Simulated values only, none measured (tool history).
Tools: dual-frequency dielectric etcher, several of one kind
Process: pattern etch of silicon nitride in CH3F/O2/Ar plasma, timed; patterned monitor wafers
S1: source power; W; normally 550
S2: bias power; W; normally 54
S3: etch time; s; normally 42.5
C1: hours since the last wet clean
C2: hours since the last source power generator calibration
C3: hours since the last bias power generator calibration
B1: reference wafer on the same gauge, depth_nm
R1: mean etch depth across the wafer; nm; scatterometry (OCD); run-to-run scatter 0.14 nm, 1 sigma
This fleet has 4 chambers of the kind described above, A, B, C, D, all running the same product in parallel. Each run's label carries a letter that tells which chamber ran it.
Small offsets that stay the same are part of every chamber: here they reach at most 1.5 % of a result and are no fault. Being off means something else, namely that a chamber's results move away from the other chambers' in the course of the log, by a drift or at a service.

| run | hour | S1 | S2 | S3 | C1 | C2 | C3 | B1 | R1 |
|---|---|---|---|---|---|---|---|---|---|
| 1B | 10.1 | 550 | 54 | 42.5 | 167.8 | 852.9 | 49.6 | 33.778 | 30.602 |
| 2C | 21.5 | 550 | 54 | 42.5 | 138.1 | 3039.9 | 2561.5 | 33.795 | 30.516 |
| 3D | 33.1 | 550 | 54 | 42.5 | 152 | 284.6 | 1516.5 | 33.825 | 30.447 |
| 4A | 44 | 550 | 54 | 42.5 | 255.4 | 1232.8 | 1100.1 | 33.781 | 29.937 |
| 5B | 50.9 | 550 | 54 | 42.5 | 208.6 | 893.7 | 90.4 | 33.805 | 30.535 |
| 6A | 56.4 | 550 | 54 | 42.5 | 267.8 | 1245.2 | 1112.5 | 33.807 | 30.008 |
| 7C | 64.2 | 550 | 54 | 42.5 | 180.8 | 3082.6 | 2604.2 | 33.812 | 30.397 |
| 8D | 72 | 550 | 54 | 42.5 | 190.9 | 323.5 | 1555.4 | 33.796 | 30.401 |
| 9C | 84.2 | 550 | 54 | 42.5 | 200.8 | 3102.6 | 2624.2 | 33.784 | 30.405 |
| 10D | 92.3 | 550 | 54 | 42.5 | 211.2 | 343.8 | 1575.7 | 33.807 | 30.488 |
| 11A | 104.3 | 550 | 54 | 42.5 | 315.7 | 1293.1 | 1160.4 | 33.809 | 29.755 |
| 12B | 115.5 | 550 | 54 | 42.5 | 273.2 | 958.3 | 155 | 33.835 | 30.646 |
| 13A | 127.8 | 550 | 49 | 42.5 | 339.2 | 1316.6 | 1183.9 | 33.827 | 28.71 |
| 14B | 139.4 | 550 | 49 | 42.5 | 297.1 | 982.2 | 178.9 | 33.813 | 29.897 |
| 15C | 144.9 | 550 | 49 | 42.5 | 261.5 | 3163.3 | 2684.9 | 33.806 | 29.527 |
| 16D | 151.5 | 550 | 49 | 42.5 | 270.4 | 403 | 1634.9 | 33.777 | 29.662 |
| 17A | 160.9 | 650 | 54 | 42.5 | 372.3 | 1349.7 | 1217 | 33.798 | 31.592 |
| 18B | 167.7 | 650 | 54 | 42.5 | 325.4 | 1010.5 | 207.2 | 33.753 | 32.515 |
| 19C | 175.2 | 650 | 54 | 42.5 | 291.8 | 3193.6 | 2715.2 | 33.764 | 32.604 |
| 20D | 186.2 | 650 | 54 | 42.5 | 305.1 | 437.7 | 1669.6 | 33.79 | 32.363 |
| 21B | 196.5 | 550 | 54 | 42.5 | 354.2 | 1039.3 | 236 | 33.807 | 30.781 |
| 22A | 208.2 | 550 | 54 | 42.5 | 419.6 | 1397 | 1264.3 | 33.797 | 28.966 |
| 23D | 217.4 | 550 | 54 | 42.5 | 336.3 | 468.9 | 1700.8 | 33.8 | 30.483 |
| 24C | 225.8 | 550 | 54 | 42.5 | 342.4 | 3244.2 | 2765.8 | 33.79 | 30.211 |
|  | 229.3 | chamber B: wet clean of the chamber |
| 25A | 237.2 | 550 | 54 | 42.5 | 448.6 | 1426 | 1293.3 | 33.788 | 29.148 |
| 26B | 246.6 | 550 | 54 | 42.5 | 17.3 | 1089.4 | 286.1 | 33.775 | 30.872 |
|  | 247.6 | chamber C: wet clean of the chamber |
| 27C | 257.3 | 550 | 54 | 42.5 | 9.8 | 3275.7 | 2797.3 | 33.842 | 30.761 |

One chamber off, gauge drift, or nothing amiss beyond the chambers' own small offsets? If it is a chamber, which one, and what is the likeliest cause?

One chamber, A, drifts off from the rest bit by bit.
Likeliest cause: etch rate under this chamber's usual, % = 4.89.

Which of the 4 candidates below, each the usual settings with something changed and its results left as question marks, puts chamber A back in line with what the other chambers give on the usual settings?
In-line tolerance around the mean of the other chambers on the usual settings: R1 0.5 nm
| 28A-1 | 266.1 | 560 | 54 | 45 |  |  |  |  | ? |
| 28A-2 | 266.1 | 710 | 54 | 42.5 |  |  |  |  | ? |
| 28A-3 | 266.1 | 540 | 53 | 40.5 |  |  |  |  | ? |
| 28A-4 | 266.1 | 420 | 54 | 42.5 |  |  |  |  | ? |

On the usual settings, the other chambers give on average: R1 30.537 nm
| run | R1 |
|---|---|
| 28A-1 | 30.572 |
| 28A-2 | 31.717 |
| 28A-3 | 26.968 |
| 28A-4 | 25.78 |
With 28A-1, the chamber falls back in line with the rest.
